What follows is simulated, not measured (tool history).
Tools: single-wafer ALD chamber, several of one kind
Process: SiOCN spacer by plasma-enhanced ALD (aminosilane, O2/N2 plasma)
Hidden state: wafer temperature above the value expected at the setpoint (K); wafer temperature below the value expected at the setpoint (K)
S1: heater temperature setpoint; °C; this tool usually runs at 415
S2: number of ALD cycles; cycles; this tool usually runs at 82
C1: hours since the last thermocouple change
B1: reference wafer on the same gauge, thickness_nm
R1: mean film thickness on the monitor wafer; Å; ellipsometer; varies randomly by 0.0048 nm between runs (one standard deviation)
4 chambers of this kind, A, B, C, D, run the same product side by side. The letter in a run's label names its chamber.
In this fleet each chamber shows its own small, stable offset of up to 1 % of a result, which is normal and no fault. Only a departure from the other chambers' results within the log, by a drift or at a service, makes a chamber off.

| run | hour | S1 | S2 | C1 | B1 | R1 |
|---|---|---|---|---|---|---|
| 1D | 9.8 | 415 | 82 | 173.8 | 5.4893 | 47.019 |
| 2C | 19.7 | 415 | 82 | 1452.7 | 5.4887 | 46.802 |
|  | 27.5 | chamber A: thermocouple changed; heater temperature recalibrated |
| 3B | 27.5 | 415 | 82 | 1488.3 | 5.4879 | 47.294 |
| 4A | 38.5 | 415 | 82 | 11.1 | 5.4868 | 47.324 |
| 5A | 46.3 | 415 | 82 | 18.9 | 5.4876 | 47.318 |
| 6C | 56.0 | 424 | 67 | 1489.0 | 5.4852 | 37.127 |
| 7B | 65.1 | 424 | 67 | 1525.9 | 5.4862 | 37.630 |
| 8D | 74.0 | 424 | 67 | 238.0 | 5.4845 | 37.289 |
| 9D | 84.1 | 424 | 67 | 248.1 | 5.4844 | 37.279 |
| 10C | 91.8 | 415 | 82 | 1524.8 | 5.4835 | 46.857 |
| 11B | 102.9 | 415 | 82 | 1563.7 | 5.4842 | 47.248 |
| 12A | 108.0 | 415 | 82 | 80.6 | 5.4833 | 47.234 |
| 13A | 112.9 | 415 | 82 | 85.5 | 5.4825 | 47.241 |
| 14D | 123.0 | 415 | 82 | 287.0 | 5.4820 | 46.838 |
| 15B | 131.4 | 415 | 82 | 1592.2 | 5.4798 | 47.313 |
| 16C | 137.1 | 415 | 82 | 1570.1 | 5.4800 | 46.751 |
| 17D | 145.8 | 421 | 82 | 309.8 | 5.4782 | 45.943 |
| 18C | 154.0 | 421 | 82 | 1587.0 | 5.4788 | 45.862 |
| 19B | 164.2 | 421 | 82 | 1625.0 | 5.4775 | 46.433 |
| 20A | 172.5 | 421 | 82 | 145.1 | 5.4764 | 46.310 |
| 21A | 183.3 | 415 | 82 | 155.9 | 5.4773 | 47.082 |
| 22D | 193.0 | 415 | 82 | 357.0 | 5.4756 | 46.844 |
| 23B | 202.4 | 415 | 82 | 1663.2 | 5.4773 | 47.175 |
| 24C | 209.2 | 425 | 87 | 1642.2 | 5.4741 | 48.019 |
| 25A | 215.1 | 425 | 87 | 187.7 | 5.4753 | 48.512 |
| 26B | 220.0 | 425 | 87 | 1680.8 | 5.4740 | 48.519 |
| 27D | 229.8 | 425 | 87 | 393.8 | 5.4721 | 48.126 |
| 28C | 238.1 | 415 | 82 | 1671.1 | 5.4728 | 46.628 |
| 29A | 245.8 | 425 | 76 | 218.4 | 5.4726 | 42.356 |
| 30B | 252.3 | 425 | 76 | 1713.1 | 5.4718 | 42.397 |
| 31C | 260.3 | 425 | 76 | 1693.3 | 5.4725 | 41.909 |
| 32D | 267.3 | 425 | 76 | 431.3 | 5.4717 | 42.042 |
| 33D | 278.2 | 415 | 77 | 442.2 | 5.4705 | 43.963 |
| 34C | 287.8 | 415 | 77 | 1720.8 | 5.4672 | 43.782 |
| 35A | 296.3 | 415 | 77 | 268.9 | 5.4695 | 44.225 |
| 36B | 302.1 | 415 | 77 | 1762.9 | 5.4688 | 44.261 |
| 37D | 307.7 | 404 | 71 | 471.7 | 5.4680 | 41.923 |

Predict what each chamber gives when all 4 of them run the settings below next.
| 38A | 315.8 | 415 | 82 |  |  | ? |
| 38B | 315.8 | 415 | 82 |  |  | ? |
| 38C | 315.8 | 415 | 82 |  |  | ? |
| 38D | 315.8 | 415 | 82 |  |  | ? |

| run | R1 |
|---|---|
| 38A | 46.989 |
| 38B | 47.179 |
| 38C | 46.564 |
| 38D | 46.797 |
